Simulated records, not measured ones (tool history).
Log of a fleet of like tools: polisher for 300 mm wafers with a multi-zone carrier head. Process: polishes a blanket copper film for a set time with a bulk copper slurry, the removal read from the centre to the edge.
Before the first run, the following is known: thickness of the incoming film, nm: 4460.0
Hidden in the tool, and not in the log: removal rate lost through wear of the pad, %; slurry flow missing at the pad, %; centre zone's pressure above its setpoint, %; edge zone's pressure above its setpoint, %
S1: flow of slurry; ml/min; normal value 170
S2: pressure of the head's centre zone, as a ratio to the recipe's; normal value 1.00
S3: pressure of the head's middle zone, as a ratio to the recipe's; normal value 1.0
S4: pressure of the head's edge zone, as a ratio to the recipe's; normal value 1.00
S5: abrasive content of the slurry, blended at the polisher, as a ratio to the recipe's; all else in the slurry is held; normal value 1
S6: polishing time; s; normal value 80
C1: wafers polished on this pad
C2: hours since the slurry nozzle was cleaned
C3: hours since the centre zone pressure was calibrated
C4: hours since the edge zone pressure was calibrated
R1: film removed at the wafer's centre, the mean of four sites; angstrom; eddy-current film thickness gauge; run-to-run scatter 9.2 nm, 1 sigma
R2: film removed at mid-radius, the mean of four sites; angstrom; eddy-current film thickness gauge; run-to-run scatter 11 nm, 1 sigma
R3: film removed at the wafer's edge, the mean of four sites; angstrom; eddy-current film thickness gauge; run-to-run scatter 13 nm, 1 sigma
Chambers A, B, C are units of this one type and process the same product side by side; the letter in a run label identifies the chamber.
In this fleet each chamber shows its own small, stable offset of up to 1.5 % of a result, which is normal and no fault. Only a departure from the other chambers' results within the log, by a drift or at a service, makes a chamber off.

{"hour": 5.2, "done": "chamber A: slurry nozzle cleaned"}
{"run": "1C", "hour": 7.2, "S1": 170, "S2": 1.0, "S3": 1.0, "S4": 1.0, "S5": 1, "S6": 80, "C1": 594, "C2": 415.1, "C3": 1031.2, "C4": 346.0, "R1": 10064.0, "R2": 10072.0, "R3": 10388.0}
{"run": "2A", "hour": 15.1, "S1": 170, "S2": 1.0, "S3": 1.0, "S4": 1.0, "S5": 1, "S6": 80, "C1": 671, "C2": 9.9, "C3": 351.3, "C4": 716.4, "R1": 10235.0, "R2": 10249.0, "R3": 10329.0}
{"run": "3B", "hour": 21.6, "S1": 170, "S2": 1.0, "S3": 1.0, "S4": 1.0, "S5": 1, "S6": 80, "C1": 1035, "C2": 160.0, "C3": 166.6, "C4": 617.7, "R1": 9833.0, "R2": 9974.9, "R3": 10568.0}
{"hour": 29.9, "done": "chamber C: worn pad replaced by a new one"}
{"run": "4B", "hour": 30.0, "S1": 170, "S2": 1.0, "S3": 1.0, "S4": 1.0, "S5": 1, "S6": 80, "C1": 1113, "C2": 168.4, "C3": 175.0, "C4": 626.1, "R1": 10003.0, "R2": 10174.0, "R3": 10407.0}
{"run": "5C", "hour": 39.6, "S1": 170, "S2": 1.0, "S3": 1.0, "S4": 1.0, "S5": 1, "S6": 80, "C1": 89, "C2": 447.5, "C3": 1063.6, "C4": 378.4, "R1": 10135.0, "R2": 10211.0, "R3": 10206.0}
{"run": "6A", "hour": 45.7, "S1": 170, "S2": 1.0, "S3": 1.0, "S4": 1.0, "S5": 1, "S6": 80, "C1": 953, "C2": 40.5, "C3": 381.9, "C4": 747.0, "R1": 10263.0, "R2": 10192.0, "R3": 10425.0}
{"run": "7C", "hour": 55.4, "S1": 170, "S2": 1.0, "S3": 1.0, "S4": 1.0, "S5": 1, "S6": 80, "C1": 235, "C2": 463.3, "C3": 1079.4, "C4": 394.2, "R1": 10196.0, "R2": 10050.0, "R3": 10249.0}
{"run": "8B", "hour": 60.1, "S1": 170, "S2": 1.0, "S3": 1.0, "S4": 1.0, "S5": 1, "S6": 80, "C1": 1390, "C2": 198.5, "C3": 205.1, "C4": 656.2, "R1": 9952.3, "R2": 10134.0, "R3": 10274.0}
{"run": "9A", "hour": 65.1, "S1": 170, "S2": 1.0, "S3": 1.0, "S4": 1.0, "S5": 1, "S6": 80, "C1": 1131, "C2": 59.9, "C3": 401.3, "C4": 766.4, "R1": 10237.0, "R2": 10234.0, "R3": 10483.0}
{"run": "10A", "hour": 70.9, "S1": 170, "S2": 0.96, "S3": 1.0, "S4": 1.0, "S5": 1, "S6": 80, "C1": 1185, "C2": 65.7, "C3": 407.1, "C4": 772.2, "R1": 9832.9, "R2": 10194.0, "R3": 10235.0}
{"hour": 76.2, "done": "chamber B: worn pad replaced by a new one"}
{"hour": 76.8, "done": "chamber A: worn pad replaced by a new one"}
{"run": "11B", "hour": 80.7, "S1": 170, "S2": 0.96, "S3": 1.0, "S4": 1.0, "S5": 1, "S6": 80, "C1": 42, "C2": 219.1, "C3": 225.7, "C4": 676.8, "R1": 9687.0, "R2": 9923.4, "R3": 10083.0}
{"run": "12C", "hour": 89.8, "S1": 170, "S2": 0.96, "S3": 1.0, "S4": 1.0, "S5": 1, "S6": 80, "C1": 552, "C2": 497.7, "C3": 1113.8, "C4": 428.6, "R1": 9583.9, "R2": 10121.0, "R3": 10292.0}
{"run": "13A", "hour": 96.6, "S1": 170, "S2": 1.0, "S3": 1.0, "S4": 1.0, "S5": 1, "S6": 80, "C1": 183, "C2": 91.4, "C3": 432.8, "C4": 797.9, "R1": 10235.0, "R2": 10145.0, "R3": 10312.0}
{"run": "14C", "hour": 102.1, "S1": 170, "S2": 1.0, "S3": 1.0, "S4": 1.0, "S5": 1, "S6": 80, "C1": 665, "C2": 510.0, "C3": 1126.1, "C4": 440.9, "R1": 9924.2, "R2": 10017.0, "R3": 10368.0}
{"run": "15B", "hour": 111.7, "S1": 170, "S2": 1.0, "S3": 1.0, "S4": 1.0, "S5": 1, "S6": 80, "C1": 327, "C2": 250.1, "C3": 256.7, "C4": 707.8, "R1": 10193.0, "R2": 10015.0, "R3": 10374.0}
{"hour": 113.8, "done": "chamber C: worn pad replaced by a new one"}
{"run": "16A", "hour": 121.5, "S1": 170, "S2": 1.0, "S3": 1.0, "S4": 1.06, "S5": 1, "S6": 80, "C1": 412, "C2": 116.3, "C3": 457.7, "C4": 822.8, "R1": 10178.0, "R2": 10400.0, "R3": 10505.0}
{"run": "17C", "hour": 129.3, "S1": 170, "S2": 1.0, "S3": 1.0, "S4": 1.06, "S5": 1, "S6": 80, "C1": 142, "C2": 537.2, "C3": 1153.3, "C4": 468.1, "R1": 9884.0, "R2": 9984.5, "R3": 10488.0}
{"run": "18B", "hour": 139.3, "S1": 170, "S2": 1.0, "S3": 1.0, "S4": 1.06, "S5": 1, "S6": 80, "C1": 582, "C2": 277.7, "C3": 284.3, "C4": 735.4, "R1": 10104.0, "R2": 10211.0, "R3": 10764.0}
{"hour": 145.3, "done": "chamber B: edge zone pressure recalibrated"}
{"run": "19C", "hour": 147.4, "S1": 170, "S2": 1.0, "S3": 1.0, "S4": 1.0, "S5": 1, "S6": 80, "C1": 309, "C2": 555.3, "C3": 1171.4, "C4": 486.2, "R1": 9885.8, "R2": 9892.0, "R3": 10132.0}
{"run": "20A", "hour": 156.9, "S1": 170, "S2": 1.0, "S3": 1.0, "S4": 1.0, "S5": 1, "S6": 80, "C1": 739, "C2": 151.7, "C3": 493.1, "C4": 858.2, "R1": 10346.0, "R2": 10322.0, "R3": 10297.0}
{"hour": 159.5, "done": "chamber C: centre zone pressure recalibrated"}
{"run": "21B", "hour": 161.4, "S1": 170, "S2": 1.0, "S3": 1.0, "S4": 1.0, "S5": 1, "S6": 80, "C1": 786, "C2": 299.8, "C3": 306.4, "C4": 16.2, "R1": 10213.0, "R2": 10213.0, "R3": 10197.0}
{"run": "22C", "hour": 166.0, "S1": 170, "S2": 1.0, "S3": 1.0, "S4": 1.0, "S5": 1, "S6": 80, "C1": 481, "C2": 573.9, "C3": 6.6, "C4": 504.8, "R1": 9817.4, "R2": 10106.0, "R3": 10101.0}
{"run": "23B", "hour": 175.5, "S1": 135, "S2": 1.0, "S3": 1.0, "S4": 1.0, "S5": 1, "S6": 64, "C1": 915, "C2": 313.9, "C3": 320.5, "C4": 30.3, "R1": 7724.0, "R2": 7499.3, "R3": 8051.7}
{"run": "24A", "hour": 183.0, "S1": 135, "S2": 1.0, "S3": 1.0, "S4": 1.0, "S5": 1, "S6": 64, "C1": 979, "C2": 177.8, "C3": 519.2, "C4": 884.3, "R1": 7963.9, "R2": 7840.2, "R3": 7997.6}
{"run": "25C", "hour": 188.9, "S1": 135, "S2": 1.0, "S3": 1.0, "S4": 1.0, "S5": 1, "S6": 64, "C1": 692, "C2": 596.8, "C3": 29.5, "C4": 527.7, "R1": 7282.6, "R2": 7271.9, "R3": 7728.3}
{"run": "26B", "hour": 194.7, "S1": 170, "S2": 1.0, "S3": 1.1, "S4": 1.0, "S5": 1, "S6": 80, "C1": 1092, "C2": 333.1, "C3": 339.7, "C4": 49.5, "R1": 10163.0, "R2": 10815.0, "R3": 10226.0}
{"run": "27A", "hour": 202.5, "S1": 170, "S2": 1.0, "S3": 1.1, "S4": 1.0, "S5": 1, "S6": 80, "C1": 1159, "C2": 197.3, "C3": 538.7, "C4": 903.8, "R1": 10289.0, "R2": 11206.0, "R3": 10282.0}
{"hour": 205.3, "done": "chamber C: worn pad replaced by a new one"}
{"hour": 207.4, "done": "chamber A: worn pad replaced by a new one"}
{"run": "28C", "hour": 210.1, "S1": 170, "S2": 1.0, "S3": 1.1, "S4": 1.0, "S5": 1, "S6": 80, "C1": 44, "C2": 618.0, "C3": 50.7, "C4": 548.9, "R1": 9399.1, "R2": 10566.0, "R3": 10077.0}
{"run": "29B", "hour": 219.0, "S1": 170, "S2": 1.0, "S3": 1.0, "S4": 1.0, "S5": 1, "S6": 80, "C1": 1316, "C2": 357.4, "C3": 364.0, "C4": 73.8, "R1": 10019.0, "R2": 10201.0, "R3": 10135.0}
{"run": "30A", "hour": 224.8, "S1": 170, "S2": 1.0, "S3": 1.0, "S4": 1.0, "S5": 1, "S6": 80, "C1": 161, "C2": 219.6, "C3": 561.0, "C4": 926.1, "R1": 10072.0, "R2": 10326.0, "R3": 10325.0}
{"run": "31C", "hour": 229.7, "S1": 170, "S2": 1.0, "S3": 1.0, "S4": 1.0, "S5": 1, "S6": 80, "C1": 225, "C2": 637.6, "C3": 70.3, "C4": 568.5, "R1": 9638.0, "R2": 9615.9, "R3": 9688.1}
{"run": "32A", "hour": 236.1, "S1": 170, "S2": 1.0, "S3": 1.0, "S4": 1.0, "S5": 1, "S6": 80, "C1": 265, "C2": 230.9, "C3": 572.3, "C4": 937.4, "R1": 10246.0, "R2": 10312.0, "R3": 10288.0}
{"run": "33B", "hour": 241.8, "S1": 170, "S2": 1.0, "S3": 1.0, "S4": 1.0, "S5": 1, "S6": 80, "C1": 1526, "C2": 380.2, "C3": 386.8, "C4": 96.6, "R1": 10145.0, "R2": 10169.0, "R3": 10266.0}
{"hour": 247.9, "done": "chamber B: worn pad replaced by a new one"}
{"run": "34A", "hour": 249.7, "S1": 170, "S2": 1.0, "S3": 1.0, "S4": 1.0, "S5": 1, "S6": 80, "C1": 390, "C2": 244.5, "C3": 585.9, "C4": 951.0, "R1": 10289.0, "R2": 10239.0, "R3": 10204.0}
{"run": "35C", "hour": 258.5, "S1": 170, "S2": 1.0, "S3": 1.0, "S4": 1.0, "S5": 1, "S6": 80, "C1": 490, "C2": 666.4, "C3": 99.1, "C4": 597.3, "R1": 9324.1, "R2": 9343.8, "R3": 9503.6}
{"run": "36B", "hour": 265.3, "S1": 170, "S2": 1.0, "S3": 1.0, "S4": 1.0, "S5": 1, "S6": 80, "C1": 161, "C2": 403.7, "C3": 410.3, "C4": 120.1, "R1": 10106.0, "R2": 10229.0, "R3": 10382.0}

Next, all 3 chambers run the settings below, one line each with question marks for the results. What does each chamber give?
{"run": "37A", "hour": 272.6, "S1": 170, "S2": 1.0, "S3": 1.0, "S4": 1.0, "S5": 1, "S6": 80, "R1": "?", "R2": "?", "R3": "?"}
{"run": "37B", "hour": 272.6, "S1": 170, "S2": 1.0, "S3": 1.0, "S4": 1.0, "S5": 1, "S6": 80, "R1": "?", "R2": "?", "R3": "?"}
{"run": "37C", "hour": 272.6, "S1": 170, "S2": 1.0, "S3": 1.0, "S4": 1.0, "S5": 1, "S6": 80, "R1": "?", "R2": "?", "R3": "?"}

run=37A R1=10235.0 R2=10052.0 R3=10378.0
run=37B R1=10134.0 R2=10062.0 R3=10504.0
run=37C R1=9075.7 R2=9091.8 R3=9701.8

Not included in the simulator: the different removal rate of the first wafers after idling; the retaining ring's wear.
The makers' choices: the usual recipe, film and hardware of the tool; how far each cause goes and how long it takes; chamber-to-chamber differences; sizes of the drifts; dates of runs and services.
